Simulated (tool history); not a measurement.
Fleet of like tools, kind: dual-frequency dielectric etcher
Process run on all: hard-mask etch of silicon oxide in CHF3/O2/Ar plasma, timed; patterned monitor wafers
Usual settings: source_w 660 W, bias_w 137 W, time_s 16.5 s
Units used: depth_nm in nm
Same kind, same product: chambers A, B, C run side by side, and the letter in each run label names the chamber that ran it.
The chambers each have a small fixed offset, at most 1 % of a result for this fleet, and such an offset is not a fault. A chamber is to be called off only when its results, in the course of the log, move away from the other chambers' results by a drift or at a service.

run   hour  source_w  bias_w  time_s  hours since the last wet clean  hours since the last source power generator calibration  hours since the last bias power generator calibration  read-back reference wafer on the same gauge, depth_nm  depth_nm
 1C   12.3       660     137    16.5                           171.8                                                   2446.2                                                 2323.4                                                 31.466    31.148
 2A   24.8       660     137    16.5                           366.9                                                   1499.4                                                  655.7                                                 31.453    31.173
 3B   32.2       660     137    16.5                           378.5                                                   3678.2                                                 2071.3                                                 31.498    30.734
 4A   39.1       660     137    16.5                           381.2                                                   1513.7                                                    670                                                 31.504     31.15
 5C   49.3       660     137    16.5                           208.8                                                   2483.2                                                 2360.4                                                 31.494    30.707
 6B   63.2       660     137    16.5                           409.5                                                   3709.2                                                 2102.3                                                 31.529    30.896
 7C   74.9       660     137    16.5                           234.4                                                   2508.8                                                   2386                                                 31.476    30.917
 8A   83.3       660     137    16.5                           425.4                                                   1557.9                                                  714.2                                                 31.503    31.136
 9B   96.3       820     156    16.5                           442.6                                                   3742.3                                                 2135.4                                                 31.547     34.85
10C  107.1       820     156    16.5                           266.6                                                     2541                                                 2418.2                                                 31.432    34.524
11A  114.5       820     156    16.5                           456.6                                                   1589.1                                                  745.4                                                 31.486    35.371
12B  122.1       660     118    16.5                           468.4                                                   3768.1                                                 2161.2                                                 31.498    29.349
13C  129.7       660     118    16.5                           289.2                                                   2563.6                                                 2440.8                                                 31.497    28.625
     135.7  -- chamber B: wet clean of the chamber
14B  143.7       660     118    16.5                             8.1                                                   3789.7                                                 2182.8                                                 31.472    29.556
15A  150.3       660     137    16.5                           492.4                                                   1624.9                                                  781.2                                                 31.473    31.253
16B  159.2       660     137    16.5                            23.6                                                   3805.2                                                 2198.3                                                 31.479    30.931
17A  166.2       660     137    16.5                           508.3                                                   1640.8                                                  797.1                                                 31.504    31.304
     166.5  -- chamber A: wet clean of the chamber
18C  174.9       660     137    16.5                           334.4                                                   2608.8                                                   2486                                                 31.517    29.828
19A  185.5       660     137    16.5                            19.1                                                   1660.1                                                  816.4                                                 31.461     31.03
20B  197.3       660     137    16.5                            61.7                                                   3843.3                                                 2236.4                                                 31.492    30.654
21C  210.8       660     111    16.5                           370.3                                                   2644.7                                                 2521.9                                                 31.484     27.94
22C  218.8       660     111    16.5                           378.3                                                   2652.7                                                 2529.9                                                 31.481    27.948
23B  232.4       660     111    16.5                            96.8                                                   3878.4                                                 2271.5                                                 31.528    28.627

All 3 chambers run these settings next. Forecast each chamber's results:
24A  242.4       660     110    16.5                                                                                                                                                                                                                ?
24B  242.4       660     110    16.5                                                                                                                                                                                                                ?
24C  242.4       660     110    16.5                                                                                                                                                                                                                ?

run  depth_nm
24A    28.901
24B    28.635
24C    27.683
